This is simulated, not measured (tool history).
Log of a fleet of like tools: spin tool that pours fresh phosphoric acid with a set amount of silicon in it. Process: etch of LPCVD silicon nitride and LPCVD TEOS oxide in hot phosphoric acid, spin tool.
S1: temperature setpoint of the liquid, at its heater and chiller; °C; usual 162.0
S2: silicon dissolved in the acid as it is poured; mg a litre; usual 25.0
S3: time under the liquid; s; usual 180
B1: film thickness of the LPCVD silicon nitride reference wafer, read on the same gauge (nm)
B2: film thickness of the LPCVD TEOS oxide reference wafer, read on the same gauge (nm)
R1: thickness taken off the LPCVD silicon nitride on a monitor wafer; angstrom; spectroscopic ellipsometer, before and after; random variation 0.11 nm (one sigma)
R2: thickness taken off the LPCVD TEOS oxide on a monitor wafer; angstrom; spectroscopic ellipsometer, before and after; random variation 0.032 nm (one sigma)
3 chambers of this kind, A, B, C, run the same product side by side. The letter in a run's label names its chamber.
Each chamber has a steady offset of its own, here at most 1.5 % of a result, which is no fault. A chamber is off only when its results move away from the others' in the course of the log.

| run | hour | S1 | S2 | S3 | B1 | B2 | R1 | R2 |
|---|---|---|---|---|---|---|---|---|
| 1C | 4.8 | 162.0 | 25.0 | 180 | 140.01 | 139.99 | 148.460 | 1.9639 |
| 2A | 8.1 | 162.0 | 25.0 | 180 | 139.99 | 140.00 | 148.670 | 2.3360 |
| 3B | 12.2 | 162.0 | 25.0 | 180 | 140.00 | 140.01 | 147.860 | 2.1265 |
| 4A | 17.4 | 162.0 | 25.0 | 180 | 139.99 | 140.01 | 149.750 | 2.0304 |
| 5C | 23.0 | 162.0 | 25.0 | 180 | 139.98 | 139.99 | 149.540 | 1.7590 |
| 6B | 26.0 | 162.0 | 25.0 | 180 | 140.02 | 139.99 | 148.590 | 1.8390 |
| 7C | 31.4 | 162.0 | 25.0 | 180 | 139.99 | 140.02 | 148.300 | 1.9412 |
| 8A | 36.8 | 159.0 | 25.0 | 125 | 140.01 | 140.02 | 93.172 | 1.0594 |
| 9B | 42.1 | 159.0 | 25.0 | 125 | 139.97 | 139.99 | 92.428 | 1.3305 |
| 10A | 44.6 | 159.0 | 25.0 | 125 | 140.01 | 140.01 | 93.731 | 1.0925 |
| 11C | 48.0 | 162.0 | 25.0 | 180 | 140.01 | 139.99 | 147.270 | 2.3242 |
| 12B | 52.6 | 162.0 | 25.0 | 180 | 139.99 | 140.00 | 149.260 | 2.1820 |
| 13B | 57.7 | 162.0 | 25.0 | 180 | 139.99 | 139.99 | 148.280 | 2.5219 |
| 14A | 60.2 | 162.0 | 25.0 | 180 | 140.00 | 139.97 | 149.030 | 2.2738 |
| 15C | 64.0 | 162.0 | 25.0 | 180 | 139.97 | 140.00 | 150.060 | 2.6542 |
| 16A | 67.4 | 162.0 | 25.0 | 180 | 139.98 | 140.01 | 150.510 | 2.2646 |
| 17B | 72.3 | 162.0 | 25.0 | 180 | 140.02 | 140.00 | 146.390 | 2.2448 |
| 18C | 76.3 | 162.0 | 25.0 | 180 | 139.99 | 140.00 | 150.030 | 2.2720 |
|  | 77.7 | chamber C: thermometer replaced |
| 19C | 79.5 | 162.0 | 25.0 | 180 | 140.00 | 140.00 | 149.770 | 2.4278 |
| 20B | 83.2 | 162.0 | 25.0 | 180 | 140.00 | 140.01 | 147.920 | 2.1335 |
| 21A | 87.3 | 162.0 | 25.0 | 180 | 140.02 | 140.00 | 147.630 | 1.7361 |
| 22A | 91.8 | 162.0 | 25.0 | 180 | 139.99 | 139.98 | 149.920 | 2.6563 |
| 23B | 97.0 | 162.0 | 25.0 | 180 | 139.99 | 140.03 | 147.400 | 1.9809 |
| 24C | 101.4 | 162.0 | 25.0 | 180 | 140.01 | 139.99 | 149.560 | 2.6187 |
| 25A | 103.8 | 162.0 | 25.0 | 180 | 139.99 | 140.00 | 150.190 | 1.8616 |
| 26C | 107.5 | 164.5 | 15.5 | 180 | 140.01 | 140.00 | 161.930 | 4.0624 |
| 27B | 111.7 | 164.5 | 15.5 | 180 | 139.99 | 139.98 | 160.290 | 3.5006 |

What goes on in this fleet: one chamber off, a drifting gauge, or nothing beyond the chambers' own small offsets? Name the chamber and the cause, if any.

No chamber stands off beyond its own small offset, and the gauge holds steady.
